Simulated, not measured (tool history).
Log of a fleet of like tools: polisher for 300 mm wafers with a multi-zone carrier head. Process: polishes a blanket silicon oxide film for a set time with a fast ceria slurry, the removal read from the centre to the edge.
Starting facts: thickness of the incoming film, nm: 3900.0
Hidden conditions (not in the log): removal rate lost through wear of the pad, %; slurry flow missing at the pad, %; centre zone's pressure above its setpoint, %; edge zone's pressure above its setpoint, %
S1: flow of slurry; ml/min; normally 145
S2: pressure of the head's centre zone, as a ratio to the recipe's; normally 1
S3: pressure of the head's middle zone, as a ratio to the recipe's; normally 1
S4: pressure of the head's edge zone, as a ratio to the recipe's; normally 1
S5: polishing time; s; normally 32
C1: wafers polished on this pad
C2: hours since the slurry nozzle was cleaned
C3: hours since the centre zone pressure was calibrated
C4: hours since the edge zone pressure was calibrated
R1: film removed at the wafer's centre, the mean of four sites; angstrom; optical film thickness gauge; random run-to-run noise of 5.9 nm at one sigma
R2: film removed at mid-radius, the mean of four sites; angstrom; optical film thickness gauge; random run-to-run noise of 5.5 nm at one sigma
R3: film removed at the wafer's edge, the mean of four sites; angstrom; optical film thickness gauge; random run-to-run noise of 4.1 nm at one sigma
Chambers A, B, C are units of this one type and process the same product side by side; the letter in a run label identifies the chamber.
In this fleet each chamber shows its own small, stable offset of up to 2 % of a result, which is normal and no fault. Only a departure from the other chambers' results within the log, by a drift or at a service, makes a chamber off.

run,hour,S1,S2,S3,S4,S5,C1,C2,C3,C4,R1,R2,R3
1B,11.6,145,1,1,1,32,353,277.1,730.5,515.2,4121.3,4142.5,4023.8
2A,18.7,145,1,1,1,32,561,399.5,229.8,234.1,3971.4,3978.2,4035.9
3C,28,145,1,1,1,32,467,31.9,781.6,395.9,4061.2,4023.6,4127.9
# hour 32.2: chamber C: centre zone pressure recalibrated
4B,38.3,145,1,1,1,32,656,303.8,757.2,541.9,4034.4,3980.8,4098.2
# hour 39.1: chamber B: slurry nozzle cleaned
# hour 43.8: chamber B: worn pad replaced by a new one
5C,44.6,145,1,1,1,32,655,48.5,12.5,412.5,3948.7,3936.2,4093.7
6A,54.7,145,1,1,0.92,42,970,435.5,265.8,270.1,5141.8,5394.2,5003
# hour 55.7: chamber A: slurry nozzle cleaned
7A,61.6,145,1,1,0.92,42,1048,6,272.7,277,5368.7,5379.2,5012.6
# hour 66.1: chamber C: worn pad replaced by a new one
8C,73.5,145,1,1,0.92,42,84,77.4,41.4,441.4,5349.4,5309.2,5191.7
9B,80.9,145,1,1,1,32,421,41.9,799.8,584.5,4075.4,3943.2,3985.3
10A,87,145,1,1,1,32,1336,31.4,298.1,302.4,3891.2,3992.6,4056.9
11C,95.2,145,1,1,1,32,330,99.1,63.1,463.1,4071.8,3980.6,4177.7
# hour 103.9: chamber B: worn pad replaced by a new one
12B,106.5,145,1,1,1,32,29,67.5,825.4,610.1,4075.6,4111.1,4048.7
13B,113.1,145,1,1,1,32,104,74.1,832,616.7,4085.3,3962.7,4137.3
14C,118.7,145,1,1,1,32,597,122.6,86.6,486.6,4101.6,4026.4,4024.5
15A,128.1,145,0.94,1,1,32,1803,72.5,339.2,343.5,3687.4,3976.1,3881.7
# hour 139.1: chamber C: worn pad replaced by a new one
16A,139.2,145,0.94,1,1,32,1929,83.6,350.3,354.6,3592.6,3903.1,3886.4
17C,151.9,145,0.94,1,1,32,145,155.8,119.8,519.8,3841.8,3983.3,4096.9
18B,158.3,145,1,1,1,32,617,119.3,877.2,661.9,3926.7,4024,4061.6
19B,166.3,145,1,1,1,32,708,127.3,885.2,669.9,4100.7,3959.4,4120.3
20A,173.4,145,1,1,1,32,2317,117.8,384.5,388.8,3882,3845.5,3912.9
# hour 173.9: chamber B: worn pad replaced by a new one
21C,180.2,145,1,1,1,32,466,184.1,148.1,548.1,4014,3930.5,4052.7
22C,190.7,145,1,1,0.91,37,585,194.6,158.6,558.6,4584.4,4535.9,4459.4
23A,199.9,145,1,1,0.91,37,2618,144.3,411,415.3,4485.3,4387.9,4166.2
# hour 211.6: chamber C: worn pad replaced by a new one
24B,212.4,145,1,1,0.91,37,437,173.4,931.3,716,4662.8,4522,4447.9
25B,225.3,145,1,1,1,32,584,186.3,944.2,728.9,4001.5,3983.5,4082.8
# hour 235: chamber B: worn pad replaced by a new one
26C,236.6,145,1,1,1,32,284,240.5,204.5,604.5,4035.4,4033,4087.2
27A,245.1,145,1,1,1,27,3131,189.5,456.2,460.5,3239.9,3166.8,3184.3
# hour 255.2: chamber B: centre zone pressure recalibrated
28B,256.7,145,1,1,1,27,247,217.7,1.6,760.3,3383,3469.2,3416.4
29C,269.2,145,1,1,1,27,654,273.1,237.1,637.1,3363.1,3438.1,3459.2
30A,276,145,1,1,1,32,3481,220.4,487.1,491.4,3613.4,3684.6,3704.3
# hour 277.2: chamber C: worn pad replaced by a new one
31B,281.7,145,1,1,1,32,531,242.7,26.6,785.3,4021.1,3990.7,4042.3
32A,289.5,145,1,1,1,32,3635,233.9,500.6,504.9,3721.8,3694.7,3759.8
33C,300.2,145,1,1,1,32,261,304.1,268.1,668.1,3974.3,3936.6,4098.5
34B,309,145,1,1,1,32,840,270,53.9,812.6,4041.8,3966.2,4067.3
35A,316.8,145,1,1,1,32,3944,261.2,527.9,532.2,3600.3,3692.1,3752.2
36C,326.5,145,1,1,1,32,559,330.4,294.4,694.4,3951.5,3918.6,4033.2
# hour 331.3: chamber A: edge zone pressure recalibrated
37C,335.1,145,1,1,1,32,657,339,303,703,3918.1,4025.1,4059.4
38A,347.5,145,1,1,1,32,4293,291.9,558.6,16.2,3633.5,3624.2,3613.6

The same settings go to every chamber for the next run, one line per chamber below. Forecast the results for each:
39A,356.7,145,1,1,1,32,,,,,?,?,?
39B,356.7,145,1,1,1,32,,,,,?,?,?
39C,356.7,145,1,1,1,32,,,,,?,?,?

run,R1,R2,R3
39A,3572.6,3599.3,3663
39B,4056.9,3931.1,4028.3
39C,3976.8,4098.8,4107.4
